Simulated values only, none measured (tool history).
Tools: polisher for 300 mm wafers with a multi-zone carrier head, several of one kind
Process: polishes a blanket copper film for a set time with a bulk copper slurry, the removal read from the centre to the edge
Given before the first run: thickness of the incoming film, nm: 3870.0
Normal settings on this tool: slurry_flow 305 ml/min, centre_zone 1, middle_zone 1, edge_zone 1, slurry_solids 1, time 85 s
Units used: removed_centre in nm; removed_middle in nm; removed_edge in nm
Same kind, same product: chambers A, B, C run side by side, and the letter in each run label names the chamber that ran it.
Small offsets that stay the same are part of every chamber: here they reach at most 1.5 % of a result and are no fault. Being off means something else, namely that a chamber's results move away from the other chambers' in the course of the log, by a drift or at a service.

run,day,slurry_flow,centre_zone,middle_zone,edge_zone,slurry_solids,time,removed_centre,removed_middle,removed_edge
# day 0.062: chamber A: worn pad replaced by a new one
1C,0.25,305,1,1,1,1,85,663.38,679.53,681.35
# day 0.417: chamber B: worn pad replaced by a new one
2B,0.625,305,1,1,1,1,85,688.03,660.51,669.46
3A,0.842,305,1,1,1,1,85,660.1,675.9,674
4C,1.242,305,1,1,1,1,85,663.81,675.33,682.97
5B,1.488,305,1,1,1,1,85,684.57,683.86,674.97
6A,1.758,305,1,1,1,1,85,686.28,671.3,670.59
7A,2.083,305,1,1,1,1,85,676.22,673.56,668.15
8B,2.317,305,1,1,1,1,85,685.93,675.61,669.8
9C,2.696,305,1,1,1,1,85,669.96,683.1,680.47
10C,3.092,305,1,1,1,1,85,657.48,672.92,672.38
# day 3.542: chamber C: worn pad replaced by a new one
11A,3.567,395,1,1,1,1,85,687.88,688.89,682.93
# day 3.929: chamber B: worn pad replaced by a new one
# day 4: chamber A: edge zone pressure recalibrated
12B,4.004,395,1,1,1,1,85,685.55,712.75,689.05
# day 4.108: chamber A: worn pad replaced by a new one
13C,4.379,395,1,1,1,1,85,697.61,699.64,682.53
14A,4.604,305,1,1,1,1,85,682.86,690.05,671.18
15B,5.05,305,1,1,1,1,85,687.3,682.13,672.53
16A,5.533,305,1,1,1,1,85,678.81,667.3,671.96
17C,5.942,305,1,1,1,1,85,663.86,667.1,681.31
18B,6.175,305,1,1,1,1,85,664.91,674.07,671.34
19B,6.483,305,1,1,1,1,85,682.44,666.21,666.98
20A,6.712,305,1,1,1,1,85,685.44,677.75,671.8
21C,7.154,305,1,1,1,1,85,671.15,685.38,671.72
22B,7.367,305,1,1,1,1,85,677.68,670.89,672.33
23A,7.612,260,1,1.11,1,1,85,676.84,745.97,664.29
# day 7.838: chamber C: worn pad replaced by a new one
# day 7.954: chamber B: worn pad replaced by a new one
24C,7.992,260,1,1.11,1,1,85,665.33,729.76,669.91
25C,8.304,260,1,1.11,1,1,85,664.46,742.7,665.72
26B,8.733,305,1,1,1,1,85,667.64,670.27,679.69
27A,9.083,305,1,1,1,1,85,661.62,663.81,672.56
# day 9.088: chamber A: centre zone pressure recalibrated
# day 9.296: chamber A: worn pad replaced by a new one
28B,9.4,305,1,1,1,1,85,666.82,684.66,670.63
29A,9.708,305,1,1,1,1,85,671.55,687.48,670.81
30C,10.075,305,1,1,1,1,85,673.59,689,672
31B,10.292,305,1,1,1,1.3,85,700.6,719.84,705.85
32A,10.662,305,1,1,1,1.3,85,736.7,730.47,716.33
33C,11.138,305,1,1,1,1.3,85,703.86,725.24,714.37
34A,11.371,305,1,1,1,1,85,678.01,662.87,673.57
# day 11.383: chamber B: worn pad replaced by a new one
35B,11.675,305,1,1.06,0.94,1,85,672.29,720.75,659.22
36C,11.975,305,1,1.06,0.94,1,85,681.42,700.53,648.73
# day 12.154: chamber C: worn pad replaced by a new one
37A,12.221,305,1,1.06,0.94,1,85,677.95,707.66,648.78
38C,12.65,305,1,1,1,1,85,678.76,682.22,684.4
39B,12.892,305,1,1,1,1,85,687.21,679.76,664.3

Does one chamber stand apart from the rest, does the shared gauge drift, or is all well apart from small per-chamber offsets? Give the chamber and the most likely cause, where there is one.

Neither any chamber nor the gauge drifts; the chambers differ only by their own small, steady offsets.
